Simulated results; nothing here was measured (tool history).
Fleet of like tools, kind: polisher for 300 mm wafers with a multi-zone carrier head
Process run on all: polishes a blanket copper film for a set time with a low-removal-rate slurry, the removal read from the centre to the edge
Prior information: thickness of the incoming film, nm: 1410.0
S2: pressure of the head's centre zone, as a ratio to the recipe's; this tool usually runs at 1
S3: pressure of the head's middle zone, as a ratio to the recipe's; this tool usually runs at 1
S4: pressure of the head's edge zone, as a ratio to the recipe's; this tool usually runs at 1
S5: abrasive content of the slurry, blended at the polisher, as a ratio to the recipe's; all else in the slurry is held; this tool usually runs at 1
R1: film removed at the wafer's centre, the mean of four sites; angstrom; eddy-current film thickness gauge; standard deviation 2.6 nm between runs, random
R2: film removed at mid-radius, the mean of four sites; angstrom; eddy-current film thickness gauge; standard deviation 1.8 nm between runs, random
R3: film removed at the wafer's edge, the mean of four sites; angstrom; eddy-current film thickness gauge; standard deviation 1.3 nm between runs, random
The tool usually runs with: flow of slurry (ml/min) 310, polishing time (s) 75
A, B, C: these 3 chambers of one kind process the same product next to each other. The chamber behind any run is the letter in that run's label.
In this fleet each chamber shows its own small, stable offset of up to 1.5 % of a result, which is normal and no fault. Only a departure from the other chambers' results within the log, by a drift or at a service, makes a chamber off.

run 1B hour=6 | flow_of_slurry_(ml/min)=310 S2=1 S3=1 S4=1 S5=1 polishing_time_(s)=75 | R1=1952.7 R2=1911.1 R3=1941.3
run 2C hour=16.9 | flow_of_slurry_(ml/min)=310 S2=1 S3=1 S4=1 S5=1 polishing_time_(s)=75 | R1=1939.9 R2=1928.2 R3=1910.5
-- hour=17.1 chamber B: worn pad replaced by a new one
run 3A hour=24.4 | flow_of_slurry_(ml/min)=310 S2=1 S3=1 S4=1 S5=1 polishing_time_(s)=75 | R1=1924.3 R2=1906.1 R3=1904
-- hour=29.3 chamber A: worn pad replaced by a new one
run 4A hour=34.2 | flow_of_slurry_(ml/min)=310 S2=1 S3=1 S4=1 S5=1 polishing_time_(s)=75 | R1=1914.9 R2=1949.5 R3=1914.6
run 5C hour=40.8 | flow_of_slurry_(ml/min)=310 S2=1 S3=1 S4=1 S5=1 polishing_time_(s)=75 | R1=1884.8 R2=1895.2 R3=1919.8
run 6B hour=46.2 | flow_of_slurry_(ml/min)=310 S2=1 S3=1 S4=1 S5=1 polishing_time_(s)=75 | R1=1950.5 R2=1938.7 R3=1929.9
-- hour=53.1 chamber C: worn pad replaced by a new one
run 7B hour=55 | flow_of_slurry_(ml/min)=310 S2=1 S3=1 S4=1 S5=1 polishing_time_(s)=75 | R1=1916 R2=1903.9 R3=1916.6
run 8C hour=64.2 | flow_of_slurry_(ml/min)=310 S2=1 S3=1 S4=1 S5=1 polishing_time_(s)=75 | R1=1939.8 R2=1949.4 R3=1905.5
run 9A hour=72.9 | flow_of_slurry_(ml/min)=310 S2=1 S3=1 S4=1 S5=1 polishing_time_(s)=63 | R1=1598.4 R2=1610.3 R3=1596.3
run 10C hour=81 | flow_of_slurry_(ml/min)=310 S2=1 S3=1 S4=1 S5=1 polishing_time_(s)=63 | R1=1623.3 R2=1625 R3=1603.2
run 11B hour=87.7 | flow_of_slurry_(ml/min)=310 S2=1 S3=1 S4=1 S5=1 polishing_time_(s)=63 | R1=1622.2 R2=1608 R3=1612.8
-- hour=93.1 chamber B: worn pad replaced by a new one
run 12A hour=97.6 | flow_of_slurry_(ml/min)=310 S2=0.96 S3=1 S4=0.94 S5=1 polishing_time_(s)=75 | R1=1795.4 R2=1895.5 R3=1852.1
run 13A hour=105.8 | flow_of_slurry_(ml/min)=310 S2=0.96 S3=1 S4=0.94 S5=1 polishing_time_(s)=75 | R1=1803.2 R2=1903.4 R3=1858.1
-- hour=112.1 chamber A: worn pad replaced by a new one
run 14C hour=112.9 | flow_of_slurry_(ml/min)=310 S2=0.96 S3=1 S4=0.94 S5=1 polishing_time_(s)=75 | R1=1866.4 R2=1938 R3=1858.2
-- hour=115.4 chamber C: worn pad replaced by a new one
run 15B hour=123.8 | flow_of_slurry_(ml/min)=310 S2=1 S3=1 S4=1 S5=1 polishing_time_(s)=75 | R1=1961.3 R2=1903.4 R3=1954.8
run 16C hour=131.2 | flow_of_slurry_(ml/min)=310 S2=1 S3=1 S4=1 S5=1 polishing_time_(s)=75 | R1=1962.1 R2=1912.9 R3=1895.9
-- hour=134.8 chamber C: centre zone pressure recalibrated
run 17A hour=141.2 | flow_of_slurry_(ml/min)=310 S2=1 S3=1 S4=1 S5=1 polishing_time_(s)=75 | R1=1896.3 R2=1918.7 R3=1901.8
run 18B hour=149.6 | flow_of_slurry_(ml/min)=310 S2=1 S3=1 S4=1 S5=1 polishing_time_(s)=75 | R1=1932.3 R2=1883.2 R3=1925.9
-- hour=155.4 chamber B: slurry nozzle cleaned
run 19B hour=155.7 | flow_of_slurry_(ml/min)=310 S2=1.07 S3=1 S4=1 S5=1 polishing_time_(s)=75 | R1=2083.1 R2=1889.1 R3=1929.8
run 20C hour=165.4 | flow_of_slurry_(ml/min)=310 S2=1.07 S3=1 S4=1 S5=1 polishing_time_(s)=75 | R1=1961.2 R2=1910 R3=1902.5
-- hour=173.8 chamber B: worn pad replaced by a new one
run 21A hour=173.9 | flow_of_slurry_(ml/min)=310 S2=1.07 S3=1 S4=1 S5=1 polishing_time_(s)=75 | R1=2023.8 R2=1907.4 R3=1914
-- hour=179.2 chamber A: worn pad replaced by a new one
-- hour=180.2 chamber C: worn pad replaced by a new one
run 22C hour=181.1 | flow_of_slurry_(ml/min)=310 S2=1 S3=1 S4=0.92 S5=1 polishing_time_(s)=75 | R1=1782.4 R2=1907 R3=1844.1
run 23A hour=187 | flow_of_slurry_(ml/min)=310 S2=1 S3=1 S4=0.92 S5=1 polishing_time_(s)=75 | R1=1895.6 R2=1927.2 R3=1854.3
run 24B hour=198 | flow_of_slurry_(ml/min)=310 S2=1 S3=1 S4=0.92 S5=1 polishing_time_(s)=75 | R1=1952.6 R2=1933.4 R3=1859.2
run 25C hour=208.2 | flow_of_slurry_(ml/min)=310 S2=1 S3=1 S4=1 S5=1 polishing_time_(s)=75 | R1=1805.3 R2=1909.2 R3=1906
run 26A hour=215.7 | flow_of_slurry_(ml/min)=310 S2=1 S3=1 S4=1 S5=1 polishing_time_(s)=75 | R1=1887.6 R2=1914.8 R3=1912
run 27B hour=221.7 | flow_of_slurry_(ml/min)=310 S2=1 S3=1 S4=1 S5=1 polishing_time_(s)=75 | R1=1961 R2=1920.1 R3=1930.1
-- hour=222.4 chamber B: edge zone pressure recalibrated
run 28A hour=227.8 | flow_of_slurry_(ml/min)=310 S2=1 S3=1 S4=1 S5=1 polishing_time_(s)=75 | R1=1920 R2=1932.4 R3=1908.2
run 29B hour=236.6 | flow_of_slurry_(ml/min)=310 S2=1 S3=1 S4=1 S5=1 polishing_time_(s)=75 | R1=1954.4 R2=1920 R3=1914.2

Each of the 3 chambers runs these same settings next. Fill in every chamber's results:
run 30A hour=244.6 | flow_of_slurry_(ml/min)=310 S2=1 S3=1 S4=1 S5=1 polishing_time_(s)=75 | R1=? R2=? R3=?
run 30B hour=244.6 | flow_of_slurry_(ml/min)=310 S2=1 S3=1 S4=1 S5=1 polishing_time_(s)=75 | R1=? R2=? R3=?
run 30C hour=244.6 | flow_of_slurry_(ml/min)=310 S2=1 S3=1 S4=1 S5=1 polishing_time_(s)=75 | R1=? R2=? R3=?

run=30A R1=1880.8 R2=1929.2 R3=1889
run=30B R1=1977 R2=1899.9 R3=1960.2
run=30C R1=1809.8 R2=1935.7 R3=1925.7

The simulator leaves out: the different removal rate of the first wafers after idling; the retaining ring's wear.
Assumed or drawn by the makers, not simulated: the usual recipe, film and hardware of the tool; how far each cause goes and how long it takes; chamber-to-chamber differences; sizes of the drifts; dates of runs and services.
